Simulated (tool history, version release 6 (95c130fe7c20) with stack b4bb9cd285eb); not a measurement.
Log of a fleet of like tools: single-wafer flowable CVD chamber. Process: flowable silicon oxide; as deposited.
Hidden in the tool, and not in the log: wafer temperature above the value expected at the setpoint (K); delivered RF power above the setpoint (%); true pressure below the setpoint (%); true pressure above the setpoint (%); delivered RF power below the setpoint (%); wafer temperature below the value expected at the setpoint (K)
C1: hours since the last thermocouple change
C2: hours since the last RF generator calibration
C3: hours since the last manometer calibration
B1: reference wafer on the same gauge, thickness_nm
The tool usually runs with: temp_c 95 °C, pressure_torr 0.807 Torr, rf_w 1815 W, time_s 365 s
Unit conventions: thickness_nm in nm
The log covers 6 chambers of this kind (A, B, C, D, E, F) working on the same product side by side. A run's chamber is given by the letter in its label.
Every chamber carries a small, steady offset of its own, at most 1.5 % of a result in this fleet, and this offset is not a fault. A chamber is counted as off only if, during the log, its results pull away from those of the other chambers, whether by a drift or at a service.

run 1B hour=8.9 | temp_c=95 pressure_torr=0.807 rf_w=1815 time_s=365 | C1=1106.2 C2=904.8 C3=1812.2 | B1=292 | thickness_nm=257.36
run 2D hour=17.1 | temp_c=95 pressure_torr=0.807 rf_w=1815 time_s=365 | C1=345.2 C2=1299.9 C3=1160.9 | B1=291.8 | thickness_nm=261.98
run 3F hour=25.1 | temp_c=95 pressure_torr=0.807 rf_w=1815 time_s=365 | C1=2074.6 C2=422.8 C3=426.9 | B1=291.94 | thickness_nm=256.95
run 4E hour=36.1 | temp_c=95 pressure_torr=0.807 rf_w=1815 time_s=365 | C1=1779.3 C2=1486.8 C3=834.1 | B1=291.87 | thickness_nm=257.87
run 5A hour=44 | temp_c=95 pressure_torr=0.807 rf_w=1815 time_s=365 | C1=351.3 C2=337.5 C3=399.7 | B1=291.71 | thickness_nm=258.08
run 6C hour=52.2 | temp_c=95 pressure_torr=0.807 rf_w=1815 time_s=365 | C1=199.9 C2=1165.5 C3=271.8 | B1=291.71 | thickness_nm=257.5
run 7F hour=58.2 | temp_c=95 pressure_torr=0.807 rf_w=1815 time_s=365 | C1=2107.7 C2=455.9 C3=460 | B1=291.74 | thickness_nm=257.05
-- hour=63.3 chamber F: thermocouple changed; heater temperature recalibrated
run 8B hour=67.1 | temp_c=95 pressure_torr=0.807 rf_w=1815 time_s=365 | C1=1164.4 C2=963 C3=1870.4 | B1=291.83 | thickness_nm=257.12
run 9A hour=73.3 | temp_c=95 pressure_torr=0.997 rf_w=1700 time_s=365 | C1=380.6 C2=366.8 C3=429 | B1=291.62 | thickness_nm=330.77
-- hour=76.7 chamber B: thermocouple changed; heater temperature recalibrated
run 10E hour=82.9 | temp_c=95 pressure_torr=0.997 rf_w=1700 time_s=365 | C1=1826.1 C2=1533.6 C3=880.9 | B1=291.62 | thickness_nm=328.38
run 11C hour=94.6 | temp_c=95 pressure_torr=0.997 rf_w=1700 time_s=365 | C1=242.3 C2=1207.9 C3=314.2 | B1=291.55 | thickness_nm=329.26
run 12D hour=103.9 | temp_c=95 pressure_torr=0.997 rf_w=1700 time_s=365 | C1=432 C2=1386.7 C3=1247.7 | B1=291.53 | thickness_nm=335.98
run 13D hour=110.2 | temp_c=95 pressure_torr=0.997 rf_w=1700 time_s=365 | C1=438.3 C2=1393 C3=1254 | B1=291.55 | thickness_nm=336.05
run 14C hour=120 | temp_c=95 pressure_torr=0.997 rf_w=1700 time_s=365 | C1=267.7 C2=1233.3 C3=339.6 | B1=291.44 | thickness_nm=329.02
run 15E hour=130.9 | temp_c=95 pressure_torr=0.807 rf_w=1815 time_s=365 | C1=1874.1 C2=1581.6 C3=928.9 | B1=291.42 | thickness_nm=258.08
run 16A hour=142.7 | temp_c=95 pressure_torr=0.807 rf_w=1815 time_s=365 | C1=450 C2=436.2 C3=498.4 | B1=291.33 | thickness_nm=258.34
run 17F hour=150.1 | temp_c=95 pressure_torr=0.807 rf_w=1815 time_s=365 | C1=86.8 C2=547.8 C3=551.9 | B1=291.33 | thickness_nm=256.19
-- hour=151.9 chamber B: capacitance manometer re-zeroed and calibrated
run 18B hour=156.3 | temp_c=95 pressure_torr=0.807 rf_w=1815 time_s=365 | C1=79.6 C2=1052.2 C3=4.4 | B1=291.38 | thickness_nm=257.4
run 19E hour=166.1 | temp_c=95 pressure_torr=0.807 rf_w=1815 time_s=365 | C1=1909.3 C2=1616.8 C3=964.1 | B1=291.25 | thickness_nm=258.1
run 20A hour=175.3 | temp_c=95 pressure_torr=0.807 rf_w=1815 time_s=365 | C1=482.6 C2=468.8 C3=531 | B1=291.22 | thickness_nm=257.53
run 21D hour=186.3 | temp_c=95 pressure_torr=0.807 rf_w=1815 time_s=365 | C1=514.4 C2=1469.1 C3=1330.1 | B1=291.24 | thickness_nm=261.81
run 22C hour=194.6 | temp_c=95 pressure_torr=0.807 rf_w=1815 time_s=403 | C1=342.3 C2=1307.9 C3=414.2 | B1=291.08 | thickness_nm=283.08
run 23F hour=203.1 | temp_c=95 pressure_torr=0.807 rf_w=1815 time_s=403 | C1=139.8 C2=600.8 C3=604.9 | B1=291.02 | thickness_nm=283.01
run 24B hour=211.9 | temp_c=95 pressure_torr=0.807 rf_w=1815 time_s=403 | C1=135.2 C2=1107.8 C3=60 | B1=291.07 | thickness_nm=284.09
run 25D hour=223 | temp_c=95 pressure_torr=0.807 rf_w=1815 time_s=403 | C1=551.1 C2=1505.8 C3=1366.8 | B1=290.94 | thickness_nm=288.49
run 26E hour=232.2 | temp_c=95 pressure_torr=0.807 rf_w=1815 time_s=403 | C1=1975.4 C2=1682.9 C3=1030.2 | B1=290.92 | thickness_nm=284.6
run 27B hour=240.5 | temp_c=95 pressure_torr=0.807 rf_w=1815 time_s=403 | C1=163.8 C2=1136.4 C3=88.6 | B1=290.83 | thickness_nm=283.39
run 28C hour=251.5 | temp_c=95 pressure_torr=0.807 rf_w=1815 time_s=365 | C1=399.2 C2=1364.8 C3=471.1 | B1=290.95 | thickness_nm=256.67
run 29A hour=263.2 | temp_c=95 pressure_torr=0.977 rf_w=1815 time_s=343 | C1=570.5 C2=556.7 C3=618.9 | B1=290.74 | thickness_nm=307.45
run 30F hour=273.8 | temp_c=95 pressure_torr=0.977 rf_w=1815 time_s=343 | C1=210.5 C2=671.5 C3=675.6 | B1=290.8 | thickness_nm=303.92
-- hour=277.5 chamber D: RF generator calibrated
run 31B hour=281.9 | temp_c=95 pressure_torr=0.977 rf_w=1815 time_s=343 | C1=205.2 C2=1177.8 C3=130 | B1=290.8 | thickness_nm=306.7
run 32F hour=288.5 | temp_c=95 pressure_torr=0.977 rf_w=1815 time_s=343 | C1=225.2 C2=686.2 C3=690.3 | B1=290.78 | thickness_nm=304.14
run 33D hour=300.9 | temp_c=95 pressure_torr=0.977 rf_w=1815 time_s=343 | C1=629 C2=23.4 C3=1444.7 | B1=290.66 | thickness_nm=312.23
run 34E hour=309.7 | temp_c=95 pressure_torr=0.977 rf_w=1815 time_s=343 | C1=2052.9 C2=1760.4 C3=1107.7 | B1=290.64 | thickness_nm=306.3
run 35A hour=321.5 | temp_c=95 pressure_torr=0.807 rf_w=1815 time_s=365 | C1=628.8 C2=615 C3=677.2 | B1=290.64 | thickness_nm=257.68
run 36C hour=329 | temp_c=95 pressure_torr=0.807 rf_w=1815 time_s=365 | C1=476.7 C2=1442.3 C3=548.6 | B1=290.55 | thickness_nm=256.94
run 37E hour=334.5 | temp_c=95 pressure_torr=0.807 rf_w=1815 time_s=365 | C1=2077.7 C2=1785.2 C3=1132.5 | B1=290.52 | thickness_nm=257.31

Each of the 6 chambers runs these same settings next. Fill in every chamber's results:
run 38A hour=343.5 | temp_c=95 pressure_torr=0.807 rf_w=1815 time_s=365 | thickness_nm=?
run 38B hour=343.5 | temp_c=95 pressure_torr=0.807 rf_w=1815 time_s=365 | thickness_nm=?
run 38C hour=343.5 | temp_c=95 pressure_torr=0.807 rf_w=1815 time_s=365 | thickness_nm=?
run 38D hour=343.5 | temp_c=95 pressure_torr=0.807 rf_w=1815 time_s=365 | thickness_nm=?
run 38E hour=343.5 | temp_c=95 pressure_torr=0.807 rf_w=1815 time_s=365 | thickness_nm=?
run 38F hour=343.5 | temp_c=95 pressure_torr=0.807 rf_w=1815 time_s=365 | thickness_nm=?

run=38A thickness_nm=257.4
run=38B thickness_nm=256.08
run=38C thickness_nm=256.12
run=38D thickness_nm=261.68
run=38E thickness_nm=257.77
run=38F thickness_nm=255.64
